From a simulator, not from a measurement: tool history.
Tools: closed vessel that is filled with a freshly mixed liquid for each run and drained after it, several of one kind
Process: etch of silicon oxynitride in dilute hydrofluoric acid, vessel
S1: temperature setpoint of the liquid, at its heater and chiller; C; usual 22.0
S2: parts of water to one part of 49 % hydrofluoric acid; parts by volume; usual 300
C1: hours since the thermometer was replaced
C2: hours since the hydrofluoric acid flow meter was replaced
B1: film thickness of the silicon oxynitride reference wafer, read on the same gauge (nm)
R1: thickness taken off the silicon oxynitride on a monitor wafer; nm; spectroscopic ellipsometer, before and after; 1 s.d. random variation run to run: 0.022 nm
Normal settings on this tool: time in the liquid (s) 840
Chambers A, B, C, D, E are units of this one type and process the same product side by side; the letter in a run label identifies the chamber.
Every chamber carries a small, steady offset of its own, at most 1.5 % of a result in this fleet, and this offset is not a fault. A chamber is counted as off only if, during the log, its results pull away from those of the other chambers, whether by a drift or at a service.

Run 1E, hour 9.1: usual settings; C1 840.6; C2 1054.0; B1 29.991. Result: R1 4.0025 nm.
Run 2C, hour 16.7: usual settings; C1 99.5; C2 1713.6; B1 30.000. Result: R1 4.0814 nm.
Run 3D, hour 28.1: usual settings; C1 225.6; C2 2325.8; B1 30.013. Result: R1 4.0870 nm.
Run 4A, hour 35.2: usual settings; C1 2144.5; C2 177.2; B1 29.992. Result: R1 4.0381 nm.
Run 5B, hour 44.9: usual settings but S2 430 parts by volume; C1 147.7; C2 819.5; B1 30.004. Result: R1 2.6391 nm.
Run 6E, hour 57.2: usual settings but S2 430 parts by volume; C1 888.7; C2 1102.1; B1 30.017. Result: R1 2.6302 nm.
Run 7C, hour 64.7: usual settings but S2 430 parts by volume; C1 147.5; C2 1761.6; B1 29.999. Result: R1 2.6444 nm.
Run 8B, hour 74.4: usual settings but S2 430 parts by volume; C1 177.2; C2 849.0; B1 29.991. Result: R1 2.6321 nm.
Run 9A, hour 86.4: usual settings but S2 430 parts by volume; C1 2195.7; C2 228.4; B1 29.996. Result: R1 2.5975 nm.
Run 10D, hour 95.6: usual settings; C1 293.1; C2 2393.3; B1 29.995. Result: R1 4.1377 nm.
Run 11B, hour 104.6: usual settings; C1 207.4; C2 879.2; B1 30.008. Result: R1 4.0988 nm.
Run 12C, hour 117.7: usual settings; C1 200.5; C2 1814.6; B1 30.006. Result: R1 4.0748 nm.
Run 13D, hour 127.8: usual settings; C1 325.3; C2 2425.5; B1 29.992. Result: R1 4.0976 nm.
At hour 130.2: chamber D: hydrofluoric acid flow meter replaced.
Run 14E, hour 134.5: usual settings; C1 966.0; C2 1179.4; B1 30.004. Result: R1 4.0173 nm.
Run 15A, hour 143.3: usual settings; C1 2252.6; C2 285.3; B1 30.008. Result: R1 4.0636 nm.
Run 16B, hour 150.0: usual settings; C1 252.8; C2 924.6; B1 30.006. Result: R1 4.0793 nm.
Run 17C, hour 157.9: usual settings; C1 240.7; C2 1854.8; B1 29.988. Result: R1 4.0875 nm.
Run 18E, hour 169.6: usual settings; C1 1001.1; C2 1214.5; B1 30.017. Result: R1 4.0573 nm.
Run 19A, hour 178.3: usual settings; C1 2287.6; C2 320.3; B1 30.014. Result: R1 4.0381 nm.
Run 20D, hour 187.8: usual settings; C1 385.3; C2 57.7; B1 29.996. Result: R1 4.1133 nm.
Run 21C, hour 201.5: usual settings; C1 284.3; C2 1898.4; B1 30.012. Result: R1 4.1402 nm.
Run 22D, hour 211.6: usual settings; C1 409.1; C2 81.5; B1 29.989. Result: R1 4.1705 nm.
Run 23E, hour 222.3: usual settings; C1 1053.8; C2 1267.2; B1 29.992. Result: R1 4.0218 nm.
Run 24B, hour 230.5: usual settings; C1 333.3; C2 1005.1; B1 29.987. Result: R1 4.1246 nm.
Run 25A, hour 243.1: usual settings; C1 2352.4; C2 385.1; B1 30.007. Result: R1 4.0168 nm.
Run 26E, hour 255.5: usual settings; C1 1087.0; C2 1300.4; B1 30.019. Result: R1 4.0388 nm.
Run 27A, hour 262.0: usual settings but S1 24.5 C; C1 2371.3; C2 404.0; B1 29.990. Result: R1 4.5645 nm.
Run 28D, hour 269.1: usual settings but S1 24.5 C; C1 466.6; C2 139.0; B1 30.020. Result: R1 4.5953 nm.
Run 29B, hour 278.2: usual settings but S1 24.5 C; C1 381.0; C2 1052.8; B1 30.005. Result: R1 4.6129 nm.
At hour 280.7: chamber A: thermometer replaced.
Run 30C, hour 287.5: usual settings but S1 24.5 C; C1 370.3; C2 1984.4; B1 29.998. Result: R1 4.5496 nm.
Run 31B, hour 296.1: usual settings but S1 24.5 C; C1 398.9; C2 1070.7; B1 30.001. Result: R1 4.6062 nm.
Run 32E, hour 306.3: usual settings; C1 1137.8; C2 1351.2; B1 30.005. Result: R1 4.0299 nm.
Run 33D, hour 315.6: usual settings but S2 395 parts by volume; C1 513.1; C2 185.5; B1 30.007. Result: R1 3.0311 nm.
Run 34C, hour 327.1: usual settings but S2 395 parts by volume; C1 409.9; C2 2024.0; B1 30.003. Result: R1 2.9114 nm.
Run 35A, hour 336.9: usual settings but S2 395 parts by volume; C1 56.2; C2 478.9; B1 30.007. Result: R1 2.9209 nm.
At hour 344.1: chamber C: hydrofluoric acid flow meter replaced.
Run 36B, hour 348.3: usual settings but S2 395 parts by volume; C1 451.1; C2 1122.9; B1 30.001. Result: R1 2.9512 nm.
Run 37A, hour 357.3: usual settings but S2 395 parts by volume; C1 76.6; C2 499.3; B1 29.998. Result: R1 2.9068 nm.
Run 38E, hour 368.5: usual settings; C1 1200.0; C2 1413.4; B1 30.006. Result: R1 4.0181 nm.
Run 39D, hour 381.7: usual settings; C1 579.2; C2 251.6; B1 29.986. Result: R1 4.2841 nm.
Run 40C, hour 393.8: usual settings; C1 476.6; C2 49.8; B1 29.978. Result: R1 4.1046 nm.
Run 41D, hour 403.7: usual settings; C1 601.2; C2 273.6; B1 30.014. Result: R1 4.2199 nm.

The same settings go to every chamber for the next run, one line per chamber below. Forecast the results for each:
Run 42A, hour 413.7: usual settings. Result: R1 ?.
Run 42B, hour 413.7: usual settings. Result: R1 ?.
Run 42C, hour 413.7: usual settings. Result: R1 ?.
Run 42D, hour 413.7: usual settings. Result: R1 ?.
Run 42E, hour 413.7: usual settings. Result: R1 ?.

run      R1
42A  4.0520
42B  4.1124
42C  4.0753
42D  4.2748
42E  4.0284

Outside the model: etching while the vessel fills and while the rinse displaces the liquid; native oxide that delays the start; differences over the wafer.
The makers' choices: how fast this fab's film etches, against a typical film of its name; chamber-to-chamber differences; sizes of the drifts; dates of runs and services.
